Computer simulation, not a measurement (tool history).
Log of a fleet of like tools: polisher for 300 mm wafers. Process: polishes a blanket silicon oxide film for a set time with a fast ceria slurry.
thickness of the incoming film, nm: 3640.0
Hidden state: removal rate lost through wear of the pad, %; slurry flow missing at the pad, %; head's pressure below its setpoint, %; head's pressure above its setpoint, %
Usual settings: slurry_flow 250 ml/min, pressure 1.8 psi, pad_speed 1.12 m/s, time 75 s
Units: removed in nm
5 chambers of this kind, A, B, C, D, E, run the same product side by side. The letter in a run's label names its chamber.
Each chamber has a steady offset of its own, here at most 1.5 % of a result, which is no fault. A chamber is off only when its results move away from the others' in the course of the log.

run   hour  slurry_flow  pressure  pad_speed  time  wafers polished on this pad  hours since the slurry nozzle was cleaned  hours since the head pressure was calibrated  removed
       5.6  -- chamber C: worn pad replaced by a new one
 1B   10.3          250       1.8       1.12    75                         1469                                      167.3                                         269.2   1030.4
 2C   20.6          250       1.8       1.12    75                          100                                      374.8                                         442.2   1013.7
      20.7  -- chamber A: worn pad replaced by a new one
      26.1  -- chamber E: worn pad replaced by a new one
      31.8  -- chamber B: worn pad replaced by a new one
 3E   33.8          250       1.8       1.12    75                           51                                      141.9                                         382.3   1021.1
 4D   46.9          250       1.8       1.12    75                          421                                      468.6                                         356.7   1030.5
      49.9  -- chamber A: head pressure recalibrated
 5A   56.5          250       1.8       1.12    75                          239                                      192.3                                           6.6     1021
 6A   70.5          250       1.8       1.12    75                          333                                      206.3                                          20.6   1024.9
 7D   79.8          250       1.8       1.12    75                          641                                      501.5                                         389.6   1008.8
 8B   91.8          250       1.8       1.44    63                          401                                      248.8                                         350.7   1144.5
 9C  105.5          250       1.8       1.44    63                          667                                      459.7                                         527.1   1097.9
10E  115.3          250       1.8       1.44    63                          595                                      223.4                                         463.8   1082.9
11C  126.6          250       1.8       1.44    63                          808                                      480.8                                         548.2   1089.9
12D  136.5          250       1.8       1.44    63                         1020                                      558.2                                         446.3   1117.1
     140.1  -- chamber D: worn pad replaced by a new one
13E  142.8          250       1.8       1.12    64                          779                                      250.9                                         491.3   878.87
     152.4  -- chamber C: worn pad replaced by a new one
14B  153.3          250       1.8       1.12    64                          811                                      310.3                                         412.2   908.15
15A  162.2          250       1.8       1.12    64                          945                                        298                                         112.3   872.49
     169.1  -- chamber A: worn pad replaced by a new one
16C  169.9          250       1.8       1.12    64                          117                                      524.1                                         591.5    863.2
     175.7  -- chamber E: worn pad replaced by a new one
17B  183.2          250       1.8       1.12    64                         1011                                      340.2                                         442.1   901.14
18A  191.3          250       1.8       1.12    75                          148                                      327.1                                         141.4   1037.1
     200.2  -- chamber C: slurry nozzle cleaned
19E  201.8          250       1.8       1.12    75                          174                                      309.9                                         550.3   1017.5
20D  215.1          250       1.8       1.12    75                          501                                      636.8                                         524.9   1032.2
     220.4  -- chamber A: slurry nozzle cleaned
21D  225.1          250       1.8       1.12    75                          567                                      646.8                                         534.9   1035.8
22C  237.8          250       1.8       1.12    75                          571                                       37.6                                         659.4   1013.1
23E  244.2          250       1.8       1.12    75                          457                                      352.3                                         592.7   1017.4
24A  253.7          250       1.8       1.12    84                          565                                       33.3                                         203.8   1156.2
25B  262.7          250       1.8       1.12    84                         1542                                      419.7                                         521.6   1222.7
     263.8  -- chamber D: slurry nozzle cleaned
     270.6  -- chamber B: worn pad replaced by a new one
26C    273          250       1.8       1.12    84                          806                                       72.8                                         694.6   1155.5
27E  284.3          250       1.8       1.12    84                          725                                      392.4                                         632.8   1134.1
28A  293.8          250       1.8       1.12    84                          833                                       73.4                                         243.9   1165.9
     298.9  -- chamber A: worn pad replaced by a new one
29D  304.2          250       1.8       1.12    75                         1096                                       40.4                                           614   1038.7
30B  314.1          250       1.8       1.12    75                          290                                      471.1                                           573   1116.6
31A    328          250       1.8       1.12    75                          194                                      107.6                                         278.1   1036.5

Is one chamber off against the others, does the gauge drift, or is nothing wrong? If a chamber is off, say which, and what the likeliest cause is.

Chamber B drifts away from the others.
Cause: head's pressure above its setpoint, % = 8.44.

Here are 4 candidates for chamber B's next run, each the usual settings with a change, their results left as question marks. Which one brings its results back in line with what the others give on the usual settings?
In line means no further than this from the other chambers' mean on the usual settings: removed 31 nm
32B-1  338.3          250       1.7       1.12    73                                                                                                                              ?
32B-2  338.3          250       1.8       1.16    78                                                                                                                              ?
32B-3  338.3          250       1.9        1.2    80                                                                                                                              ?
32B-4  338.3          250       1.8       0.92    75                                                                                                                              ?

The other chambers' mean on the usual settings: removed 1022.5 nm
  run  removed
32B-1   1028.6
32B-2   1204.5
32B-3   1348.2
32B-4   919.48
32B-1 brings the chamber back in line.
